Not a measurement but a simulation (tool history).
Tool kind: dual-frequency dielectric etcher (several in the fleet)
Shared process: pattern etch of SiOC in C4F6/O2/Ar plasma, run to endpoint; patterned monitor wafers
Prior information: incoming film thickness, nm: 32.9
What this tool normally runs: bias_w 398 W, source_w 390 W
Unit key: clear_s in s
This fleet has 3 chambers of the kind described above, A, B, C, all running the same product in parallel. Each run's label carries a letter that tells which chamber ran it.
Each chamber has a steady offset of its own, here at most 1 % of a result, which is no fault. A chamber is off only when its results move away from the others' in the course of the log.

| run | hour | bias_w | source_w | clear_s |
|---|---|---|---|---|
| 1B | 9.3 | 398 | 390 | 12.151 |
| 2C | 16.5 | 398 | 390 | 12.255 |
| 3A | 29 | 398 | 390 | 12.315 |
| 4B | 42.6 | 398 | 390 | 11.937 |
|  | 46.9 | chamber C: bias power generator calibrated |
| 5C | 50.3 | 398 | 390 | 12.175 |
| 6A | 63 | 398 | 390 | 12.271 |
| 7C | 69.7 | 398 | 390 | 12.16 |
| 8B | 79.4 | 398 | 390 | 12.081 |
| 9A | 86.4 | 398 | 390 | 12.207 |
| 10A | 95.9 | 398 | 390 | 12.238 |
| 11B | 108.4 | 398 | 390 | 12.068 |
| 12C | 117.6 | 398 | 390 | 12.195 |
| 13A | 126.6 | 398 | 390 | 12.175 |
| 14B | 134.8 | 398 | 390 | 11.982 |
| 15C | 147.9 | 398 | 390 | 12.213 |
| 16C | 160.5 | 398 | 390 | 12.196 |
| 17B | 173.5 | 360 | 390 | 12.42 |
|  | 178.1 | chamber B: wet clean of the chamber |
| 18A | 184.5 | 360 | 390 | 12.722 |
| 19C | 196 | 360 | 390 | 12.619 |
|  | 205.6 | chamber C: source power generator calibrated |
| 20B | 209.8 | 398 | 390 | 11.897 |
| 21A | 223.1 | 398 | 390 | 12.236 |
| 22C | 230.8 | 398 | 390 | 12.165 |
| 23B | 237 | 398 | 390 | 11.798 |
| 24A | 247.3 | 398 | 390 | 12.257 |
| 25B | 260.9 | 398 | 390 | 11.868 |
| 26A | 268.4 | 398 | 390 | 12.262 |
| 27C | 281.4 | 398 | 390 | 12.144 |
| 28C | 287.7 | 398 | 390 | 12.21 |
| 29A | 295.8 | 398 | 390 | 12.23 |
| 30B | 306.8 | 398 | 340 | 12.509 |

Has any chamber moved away from the others, gradually or after a service, or does the common gauge drift, or do the chambers differ only by their own small steady offsets? State the chamber and the most likely cause if one applies.

Chamber B has stood off from the others ever since a service on it.
Likeliest cause: etch rate over this chamber's usual, % = 1.57.

Here are 4 candidates for chamber B's next run, each the usual settings with a change, their results left as question marks. Which one brings its results back in line with what the others give on the usual settings?
In line means no further than this from the other chambers' mean on the usual settings: clear_s 0.13 s
| 31B-1 | 316.8 | 398 | 420 | ? |
| 31B-2 | 316.8 | 393 | 380 | ? |
| 31B-3 | 316.8 | 403 | 400 | ? |
| 31B-4 | 316.8 | 365 | 390 | ? |

Other chambers, usual settings, mean: clear_s 12.212 s
| run | clear_s |
|---|---|
| 31B-1 | 11.533 |
| 31B-2 | 12.03 |
| 31B-3 | 11.694 |
| 31B-4 | 12.233 |
It is 31B-4 that realigns the chamber with its peers.

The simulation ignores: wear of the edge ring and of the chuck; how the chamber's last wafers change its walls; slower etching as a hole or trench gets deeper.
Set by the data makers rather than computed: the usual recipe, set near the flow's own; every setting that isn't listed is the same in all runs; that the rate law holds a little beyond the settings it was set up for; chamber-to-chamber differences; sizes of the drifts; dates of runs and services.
